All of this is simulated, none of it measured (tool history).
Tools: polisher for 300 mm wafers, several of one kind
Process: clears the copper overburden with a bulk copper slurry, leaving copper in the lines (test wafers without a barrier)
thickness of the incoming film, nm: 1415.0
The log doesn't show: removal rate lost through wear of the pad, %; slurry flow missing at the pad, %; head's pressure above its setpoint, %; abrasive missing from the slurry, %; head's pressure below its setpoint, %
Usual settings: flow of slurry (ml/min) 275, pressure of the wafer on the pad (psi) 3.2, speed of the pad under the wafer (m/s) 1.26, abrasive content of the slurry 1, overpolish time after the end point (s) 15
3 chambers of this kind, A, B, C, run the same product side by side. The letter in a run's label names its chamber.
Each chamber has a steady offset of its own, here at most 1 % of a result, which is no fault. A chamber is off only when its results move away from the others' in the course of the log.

| run | hour | flow of slurry (ml/min) | pressure of the wafer on the pad (psi) | speed of the pad under the wafer (m/s) | abrasive content of the slurry | overpolish time after the end point (s) | wafers polished on this pad | hours since the slurry nozzle was cleaned | hours since the head pressure was calibrated | hours since the slurry blender was calibrated | time until the end point was called (s) | dishing of a wide line in a test structure (Å) |
|---|---|---|---|---|---|---|---|---|---|---|---|---|
| 1A | 3.7 | 275 | 3.2 | 1.26 | 1 | 15 | 90 | 39.3 | 329.3 | 149.3 | 109.35 | 1010.40 |
| 2B | 10.6 | 275 | 3.2 | 1.26 | 1 | 15 | 266 | 783.2 | 122.5 | 225.6 | 108.27 | 1027.50 |
| 3C | 14.5 | 275 | 3.2 | 1.26 | 1 | 15 | 386 | 109.3 | 242.7 | 114.1 | 106.76 | 1032.20 |
| 4A | 21.1 | 275 | 3.2 | 1.26 | 1 | 15 | 255 | 56.7 | 346.7 | 166.7 | 109.64 | 1028.00 |
| 5B | 27.4 | 275 | 3.2 | 1.26 | 1 | 15 | 425 | 800.0 | 139.3 | 242.4 | 109.83 | 1018.30 |
| 6C | 31.5 | 275 | 3.2 | 1.26 | 1 | 15 | 547 | 126.3 | 259.7 | 131.1 | 108.84 | 1024.10 |
| 7B | 38.2 | 275 | 3.2 | 1.26 | 1 | 15 | 527 | 810.8 | 150.1 | 253.2 | 111.58 | 1020.40 |
| 8C | 43.1 | 275 | 3.2 | 1.26 | 1 | 15 | 657 | 137.9 | 271.3 | 142.7 | 109.39 | 1043.90 |
|  | 44.7 | chamber B: slurry nozzle cleaned |
|  | 45.5 | chamber C: worn pad replaced by a new one |
| 9A | 49.1 | 275 | 3.2 | 1.26 | 1 | 15 | 519 | 84.7 | 374.7 | 194.7 | 109.22 | 1003.60 |
|  | 52.5 | chamber A: slurry blender recalibrated |
| 10C | 57.1 | 275 | 3.2 | 1.26 | 1 | 15 | 109 | 151.9 | 285.3 | 156.7 | 112.41 | 1016.50 |
| 11A | 64.1 | 275 | 3.2 | 1.26 | 1 | 15 | 661 | 99.7 | 389.7 | 11.7 | 110.23 | 1017.10 |
| 12B | 71.0 | 275 | 3.2 | 1.26 | 1 | 15 | 837 | 26.4 | 182.9 | 286.0 | 109.83 | 1029.40 |
| 13A | 76.6 | 275 | 3.2 | 1.26 | 1 | 15 | 779 | 112.2 | 402.2 | 24.2 | 109.56 | 1033.90 |
| 14C | 83.3 | 275 | 3.2 | 1.26 | 1 | 15 | 357 | 178.1 | 311.5 | 182.9 | 115.71 | 1021.40 |
| 15B | 90.5 | 275 | 3.2 | 1.26 | 1 | 15 | 1021 | 45.9 | 202.4 | 305.5 | 111.82 | 1028.90 |
| 16C | 94.8 | 275 | 3.2 | 1.26 | 1 | 15 | 465 | 189.6 | 323.0 | 194.4 | 117.62 | 963.42 |
| 17B | 100.0 | 275 | 3.2 | 1.26 | 1 | 15 | 1111 | 55.4 | 211.9 | 315.0 | 110.67 | 999.32 |
|  | 101.7 | chamber C: worn pad replaced by a new one |
| 18A | 104.0 | 275 | 3.2 | 1.26 | 1 | 15 | 1038 | 139.6 | 429.6 | 51.6 | 111.19 | 1016.40 |
| 19A | 111.1 | 275 | 3.2 | 1.26 | 1 | 15 | 1105 | 146.7 | 436.7 | 58.7 | 109.12 | 1040.00 |
| 20C | 117.4 | 275 | 3.2 | 1.26 | 1 | 15 | 149 | 212.2 | 345.6 | 217.0 | 119.96 | 969.09 |
| 21B | 123.2 | 275 | 3.2 | 1.26 | 1 | 15 | 1330 | 78.6 | 235.1 | 338.2 | 111.16 | 1011.10 |
| 22C | 129.9 | 275 | 3.2 | 1.26 | 1 | 15 | 267 | 224.7 | 358.1 | 229.5 | 124.84 | 943.46 |

All 3 chambers run these settings next. Forecast each chamber's results:
| 23A | 135.7 | 275 | 3.2 | 1.26 | 1 | 15 |  |  |  |  | ? | ? |
| 23B | 135.7 | 275 | 3.2 | 1.26 | 1 | 15 |  |  |  |  | ? | ? |
| 23C | 135.7 | 275 | 3.2 | 1.26 | 1 | 15 |  |  |  |  | ? | ? |

| run | time until the end point was called (s) | dishing of a wide line in a test structure (Å) |
|---|---|---|
| 23A | 110.63 | 996.46 |
| 23B | 112.00 | 1028.40 |
| 23C | 123.89 | 924.40 |
